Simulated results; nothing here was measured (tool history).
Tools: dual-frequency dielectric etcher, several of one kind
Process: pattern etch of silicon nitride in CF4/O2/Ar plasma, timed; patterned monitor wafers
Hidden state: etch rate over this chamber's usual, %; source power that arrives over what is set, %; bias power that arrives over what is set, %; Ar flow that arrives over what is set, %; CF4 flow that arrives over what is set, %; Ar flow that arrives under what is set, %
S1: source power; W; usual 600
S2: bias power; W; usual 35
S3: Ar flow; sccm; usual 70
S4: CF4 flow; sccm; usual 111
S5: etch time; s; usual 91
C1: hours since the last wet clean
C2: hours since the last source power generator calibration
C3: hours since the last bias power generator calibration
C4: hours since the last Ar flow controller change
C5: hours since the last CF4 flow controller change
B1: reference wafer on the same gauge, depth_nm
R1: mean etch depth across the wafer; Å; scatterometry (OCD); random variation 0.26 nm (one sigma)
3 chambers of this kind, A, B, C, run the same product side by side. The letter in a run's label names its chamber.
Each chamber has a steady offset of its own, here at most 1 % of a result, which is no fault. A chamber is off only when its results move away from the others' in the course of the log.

Run 1B, day 0.188: usual settings; C1 16.4; C2 531.8; C3 696.6; C4 3528.3; C5 2314.4; B1 168.02. Result: R1 1891.9 Å.
Run 2A, day 0.338: usual settings; C1 304; C2 1077.1; C3 2001.3; C4 1016.8; C5 1416.4; B1 167.89. Result: R1 1889.5 Å.
Run 3C, day 0.525: usual settings; C1 243.6; C2 287.1; C3 365.6; C4 1787.1; C5 782.8; B1 167.89. Result: R1 1882.6 Å.
Run 4C, day 0.612: usual settings; C1 245.7; C2 289.2; C3 367.7; C4 1789.2; C5 784.9; B1 167.92. Result: R1 1880.1 Å.
Run 5A, day 0.788: usual settings; C1 314.8; C2 1087.9; C3 2012.1; C4 1027.6; C5 1427.2; B1 167.88. Result: R1 1882.9 Å.
Run 6B, day 0.946: usual settings; C1 34.6; C2 550; C3 714.8; C4 3546.5; C5 2332.6; B1 167.84. Result: R1 1889.7 Å.
Run 7A, day 1.125: usual settings; C1 322.9; C2 1096; C3 2020.2; C4 1035.7; C5 1435.3; B1 167.85. Result: R1 1886.1 Å.
Run 8B, day 1.304: usual settings; C1 43.2; C2 558.6; C3 723.4; C4 3555.1; C5 2341.2; B1 167.71. Result: R1 1893.4 Å.
Run 9C, day 1.488: usual settings; C1 266.7; C2 310.2; C3 388.7; C4 1810.2; C5 805.9; B1 167.81. Result: R1 1878.9 Å.
Run 10A, day 1.671: usual settings; C1 336; C2 1109.1; C3 2033.3; C4 1048.8; C5 1448.4; B1 167.82. Result: R1 1884.4 Å.
Run 11C, day 1.829: usual settings; C1 274.9; C2 318.4; C3 396.9; C4 1818.4; C5 814.1; B1 167.73. Result: R1 1884.4 Å.
Run 12B, day 1.988: usual settings but S3 54 sccm, S5 73 s; C1 59.6; C2 575; C3 739.8; C4 3571.5; C5 2357.6; B1 167.67. Result: R1 1561.9 Å.
Run 13A, day 2.121: usual settings but S3 54 sccm, S5 73 s; C1 346.8; C2 1119.9; C3 2044.1; C4 1059.6; C5 1459.2; B1 167.62. Result: R1 1556.3 Å.
Run 14C, day 2.246: usual settings but S3 54 sccm, S5 73 s; C1 284.9; C2 328.4; C3 406.9; C4 1828.4; C5 824.1; B1 167.63. Result: R1 1552.8 Å.
Run 15B, day 2.367: usual settings; C1 68.7; C2 584.1; C3 748.9; C4 3580.6; C5 2366.7; B1 167.64. Result: R1 1892.3 Å.
Run 16C, day 2.538: usual settings but S1 720 W, S4 126 sccm; C1 291.9; C2 335.4; C3 413.9; C4 1835.4; C5 831.1; B1 167.65. Result: R1 2240.5 Å.
Run 17A, day 2.708: usual settings but S1 720 W, S4 126 sccm; C1 360.9; C2 1134; C3 2058.2; C4 1073.7; C5 1473.3; B1 167.64. Result: R1 2257.8 Å.
Run 18B, day 2.825: usual settings but S1 720 W, S4 126 sccm; C1 79.7; C2 595.1; C3 759.9; C4 3591.6; C5 2377.7; B1 167.49. Result: R1 2256.7 Å.
Run 19A, day 3.017: usual settings but S5 65 s; C1 368.3; C2 1141.4; C3 2065.6; C4 1081.1; C5 1480.7; B1 167.58. Result: R1 1344 Å.
Run 20C, day 3.146: usual settings but S5 65 s; C1 306.5; C2 350; C3 428.5; C4 1850; C5 845.7; B1 167.49. Result: R1 1338.1 Å.
Run 21B, day 3.333: usual settings but S5 65 s; C1 91.9; C2 607.3; C3 772.1; C4 3603.8; C5 2389.9; B1 167.46. Result: R1 1350.6 Å.
Run 22A, day 3.512: usual settings; C1 380.2; C2 1153.3; C3 2077.5; C4 1093; C5 1492.6; B1 167.48. Result: R1 1882 Å.
Run 23B, day 3.696: usual settings; C1 100.6; C2 616; C3 780.8; C4 3612.5; C5 2398.6; B1 167.38. Result: R1 1887.4 Å.
Run 24C, day 3.829: usual settings; C1 322.9; C2 366.4; C3 444.9; C4 1866.4; C5 862.1; B1 167.4. Result: R1 1873.3 Å.
Run 25A, day 3.921: usual settings; C1 390; C2 1163.1; C3 2087.3; C4 1102.8; C5 1502.4; B1 167.35. Result: R1 1882.8 Å.
Run 26B, day 4.004: usual settings but S1 500 W, S4 89 sccm; C1 108; C2 623.4; C3 788.2; C4 3619.9; C5 2406; B1 167.35. Result: R1 1562.7 Å.
Run 27C, day 4.104: usual settings but S1 500 W, S4 89 sccm; C1 329.5; C2 373; C3 451.5; C4 1873; C5 868.7; B1 167.38. Result: R1 1553.1 Å.
Run 28A, day 4.258: usual settings but S1 500 W, S4 89 sccm; C1 398.1; C2 1171.2; C3 2095.4; C4 1110.9; C5 1510.5; B1 167.34. Result: R1 1559.6 Å.
Run 29B, day 4.379: usual settings; C1 117; C2 632.4; C3 797.2; C4 3628.9; C5 2415; B1 167.28. Result: R1 1884.4 Å.
Run 30C, day 4.546: usual settings; C1 340.1; C2 383.6; C3 462.1; C4 1883.6; C5 879.3; B1 167.28. Result: R1 1871 Å.
Run 31B, day 4.712: usual settings; C1 125; C2 640.4; C3 805.2; C4 3636.9; C5 2423; B1 167.25. Result: R1 1884.3 Å.
Run 32C, day 4.858: usual settings; C1 347.6; C2 391.1; C3 469.6; C4 1891.1; C5 886.8; B1 167.14. Result: R1 1878.1 Å.
Run 33A, day 4.992: usual settings; C1 415.7; C2 1188.8; C3 2113; C4 1128.5; C5 1528.1; B1 167.23. Result: R1 1879.7 Å.
Run 34A, day 5.146: usual settings; C1 419.4; C2 1192.5; C3 2116.7; C4 1132.2; C5 1531.8; B1 167.18. Result: R1 1880.8 Å.
Run 35C, day 5.258: usual settings; C1 357.2; C2 400.7; C3 479.2; C4 1900.7; C5 896.4; B1 167.17. Result: R1 1874.6 Å.
Run 36B, day 5.371: usual settings; C1 140.8; C2 656.2; C3 821; C4 3652.7; C5 2438.8; B1 167.15. Result: R1 1881.2 Å.
Run 37C, day 5.558: usual settings; C1 364.4; C2 407.9; C3 486.4; C4 1907.9; C5 903.6; B1 167.11. Result: R1 1874 Å.
At day 5.6: chamber A: wet clean of the chamber.
Run 38B, day 5.675: usual settings; C1 148.1; C2 663.5; C3 828.3; C4 3660; C5 2446.1; B1 167.13. Result: R1 1890.2 Å.
Run 39A, day 5.829: usual settings; C1 5.5; C2 1208.9; C3 2133.1; C4 1148.6; C5 1548.2; B1 167.1. Result: R1 1880.6 Å.

What goes on in this fleet: one chamber off, a drifting gauge, or nothing beyond the chambers' own small offsets? Name the chamber and the cause, if any.

The gauge drifts, so all chambers seem to drift together. No chamber is off.
Cause: gauge reads low (%) = 0.561.

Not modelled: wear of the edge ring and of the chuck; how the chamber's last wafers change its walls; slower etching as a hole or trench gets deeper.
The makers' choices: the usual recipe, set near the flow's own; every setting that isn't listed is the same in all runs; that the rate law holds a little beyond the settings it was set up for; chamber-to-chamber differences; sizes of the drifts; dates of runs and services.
